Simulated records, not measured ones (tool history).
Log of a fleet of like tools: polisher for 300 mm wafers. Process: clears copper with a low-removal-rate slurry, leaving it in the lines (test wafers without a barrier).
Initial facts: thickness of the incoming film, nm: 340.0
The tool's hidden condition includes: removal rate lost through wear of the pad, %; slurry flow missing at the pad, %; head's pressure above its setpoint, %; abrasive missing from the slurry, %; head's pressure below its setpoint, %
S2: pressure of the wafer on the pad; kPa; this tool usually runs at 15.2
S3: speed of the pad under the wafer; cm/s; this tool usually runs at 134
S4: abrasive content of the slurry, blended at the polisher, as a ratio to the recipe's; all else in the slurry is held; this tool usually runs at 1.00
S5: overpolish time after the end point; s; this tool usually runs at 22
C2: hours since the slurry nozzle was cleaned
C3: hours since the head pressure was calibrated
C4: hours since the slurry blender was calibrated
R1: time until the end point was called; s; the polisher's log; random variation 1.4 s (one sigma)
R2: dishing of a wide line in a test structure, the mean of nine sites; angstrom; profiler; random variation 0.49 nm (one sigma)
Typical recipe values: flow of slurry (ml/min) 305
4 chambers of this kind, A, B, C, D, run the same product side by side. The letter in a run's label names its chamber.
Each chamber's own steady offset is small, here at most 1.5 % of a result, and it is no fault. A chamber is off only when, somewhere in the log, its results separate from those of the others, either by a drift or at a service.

Run 1D, hour 5.3: usual settings; wafers polished on this pad 896; C2 243.9; C3 337.0; C4 125.8. Result: R1 96.955 s, R2 385.76 angstrom.
Run 2A, hour 12.8: usual settings; wafers polished on this pad 366; C2 625.7; C3 115.7; C4 177.9. Result: R1 96.661 s, R2 382.64 angstrom.
At hour 13.9: chamber C: worn pad replaced by a new one.
Run 3C, hour 19.4: usual settings; wafers polished on this pad 63; C2 394.7; C3 485.7; C4 49.3. Result: R1 96.037 s, R2 384.84 angstrom.
Run 4B, hour 27.4: usual settings; wafers polished on this pad 537; C2 630.6; C3 1052.6; C4 209.2. Result: R1 96.128 s, R2 389.97 angstrom.
Run 5D, hour 36.1: usual settings; wafers polished on this pad 1246; C2 274.7; C3 367.8; C4 156.6. Result: R1 95.694 s, R2 388.93 angstrom.
Run 6B, hour 45.8: usual settings; wafers polished on this pad 747; C2 649.0; C3 1071.0; C4 227.6. Result: R1 95.040 s, R2 388.19 angstrom.
At hour 55.1: chamber C: slurry nozzle cleaned.
Run 7A, hour 56.8: usual settings; wafers polished on this pad 866; C2 669.7; C3 159.7; C4 221.9. Result: R1 95.506 s, R2 398.61 angstrom.
Run 8C, hour 61.9: usual settings; wafers polished on this pad 546; C2 6.9; C3 528.2; C4 91.8. Result: R1 96.547 s, R2 382.97 angstrom.
Run 9B, hour 71.0: usual settings; wafers polished on this pad 1033; C2 674.2; C3 1096.2; C4 252.8. Result: R1 95.551 s, R2 396.17 angstrom.
Run 10C, hour 76.1: usual settings but S2 13.1 kPa; wafers polished on this pad 707; C2 21.1; C3 542.4; C4 106.0. Result: R1 109.140 s, R2 354.09 angstrom.
At hour 84.5: chamber D: slurry blender recalibrated.
Run 11D, hour 86.9: usual settings but S2 13.1 kPa; wafers polished on this pad 1823; C2 325.5; C3 418.6; C4 2.5. Result: R1 113.890 s, R2 342.41 angstrom.
At hour 88.8: chamber B: worn pad replaced by a new one.
Run 12A, hour 97.8: usual settings but S2 13.1 kPa; wafers polished on this pad 1332; C2 710.7; C3 200.7; C4 262.9. Result: R1 112.790 s, R2 348.88 angstrom.
At hour 103.4: chamber A: worn pad replaced by a new one.
Run 13B, hour 104.6: usual settings but S2 13.1 kPa; wafers polished on this pad 179; C2 707.8; C3 1129.8; C4 286.4. Result: R1 113.220 s, R2 358.09 angstrom.
Run 14C, hour 112.2: usual settings; wafers polished on this pad 1117; C2 57.2; C3 578.5; C4 142.1. Result: R1 95.361 s, R2 386.19 angstrom.
At hour 117.9: chamber C: worn pad replaced by a new one.
Run 15D, hour 120.1: usual settings; wafers polished on this pad 2200; C2 358.7; C3 451.8; C4 35.7. Result: R1 98.986 s, R2 377.95 angstrom.
At hour 121.1: chamber A: slurry nozzle cleaned.
Run 16A, hour 126.1: usual settings; wafers polished on this pad 258; C2 5.1; C3 229.0; C4 291.2. Result: R1 99.094 s, R2 384.01 angstrom.
At hour 128.9: chamber D: slurry nozzle cleaned.
At hour 136.3: chamber B: slurry blender recalibrated.
Run 17D, hour 136.3: usual settings; wafers polished on this pad 2384; C2 7.4; C3 468.0; C4 51.9. Result: R1 102.980 s, R2 375.06 angstrom.
Run 18A, hour 143.6: usual settings; wafers polished on this pad 457; C2 22.6; C3 246.5; C4 308.7. Result: R1 96.382 s, R2 386.12 angstrom.
At hour 148.7: chamber A: slurry blender recalibrated.
Run 19B, hour 148.9: usual settings; wafers polished on this pad 683; C2 752.1; C3 1174.1; C4 12.7. Result: R1 96.463 s, R2 397.85 angstrom.
Run 20C, hour 154.2: usual settings but S3 164 cm/s, S4 1.25; wafers polished on this pad 413; C2 99.2; C3 620.5; C4 184.1. Result: R1 74.394 s, R2 448.35 angstrom.
Run 21B, hour 160.7: usual settings but S3 164 cm/s, S4 1.25; wafers polished on this pad 817; C2 763.9; C3 1185.9; C4 24.5. Result: R1 76.311 s, R2 444.90 angstrom.
Run 22A, hour 166.4: usual settings but S3 164 cm/s, S4 1.25; wafers polished on this pad 716; C2 45.4; C3 269.3; C4 17.8. Result: R1 76.036 s, R2 443.85 angstrom.
Run 23D, hour 171.7: usual settings but S3 164 cm/s, S4 1.25; wafers polished on this pad 2786; C2 42.8; C3 503.4; C4 87.3. Result: R1 80.375 s, R2 425.06 angstrom.
Run 24C, hour 177.4: usual settings but S3 170 cm/s; wafers polished on this pad 677; C2 122.4; C3 643.7; C4 207.3. Result: R1 76.072 s, R2 432.61 angstrom.
Run 25A, hour 188.0: usual settings but S3 170 cm/s; wafers polished on this pad 961; C2 67.0; C3 290.9; C4 39.4. Result: R1 75.321 s, R2 443.19 angstrom.
Run 26C, hour 196.9: usual settings but S3 170 cm/s; wafers polished on this pad 898; C2 141.9; C3 663.2; C4 226.8. Result: R1 75.072 s, R2 444.13 angstrom.
At hour 199.3: chamber B: worn pad replaced by a new one.
Run 27D, hour 202.8: usual settings but S3 170 cm/s; wafers polished on this pad 3139; C2 73.9; C3 534.5; C4 118.4. Result: R1 85.118 s, R2 421.64 angstrom.
Run 28B, hour 210.4: usual settings; wafers polished on this pad 126; C2 813.6; C3 1235.6; C4 74.2. Result: R1 96.702 s, R2 398.69 angstrom.

Is one chamber off against the others, does the gauge drift, or is nothing wrong? If a chamber is off, say which, and what the likeliest cause is.

Little by little, chamber D moves away from the other chambers.
Likeliest cause: removal rate lost through wear of the pad, % = 9.87.
The log might look much the same if the cause were instead: head's pressure below its setpoint, %.

Here are 4 candidates for chamber D's next run, each the usual settings with a change, their results left as question marks. Which one brings its results back in line with what the others give on the usual settings?
Maximum distance from the other chambers' mean on the usual settings for a result to count as in line: R1 4.800 s; R2 17.00 angstrom
Run 29D-1, hour 218.3: usual settings but S2 14.5 kPa, S3 128 cm/s. Result: R1 ?, R2 ?.
Run 29D-2, hour 218.3: usual settings but S2 15.9 kPa, S3 140 cm/s. Result: R1 ?, R2 ?.
Run 29D-3, hour 218.3: usual settings but S2 16.5 kPa, S3 146 cm/s, S5 23 s. Result: R1 ?, R2 ?.
Run 29D-4, hour 218.3: usual settings but S2 13.8 kPa, S3 122 cm/s. Result: R1 ?, R2 ?.

What the other chambers average on the usual settings: R1 96.870 s; R2 390.65 angstrom
  run       R1      R2
29D-1  117.710  339.58
29D-2   98.066  383.10
29D-3   90.039  414.16
29D-4  129.830  317.21
With 29D-2, the chamber falls back in line with the rest.
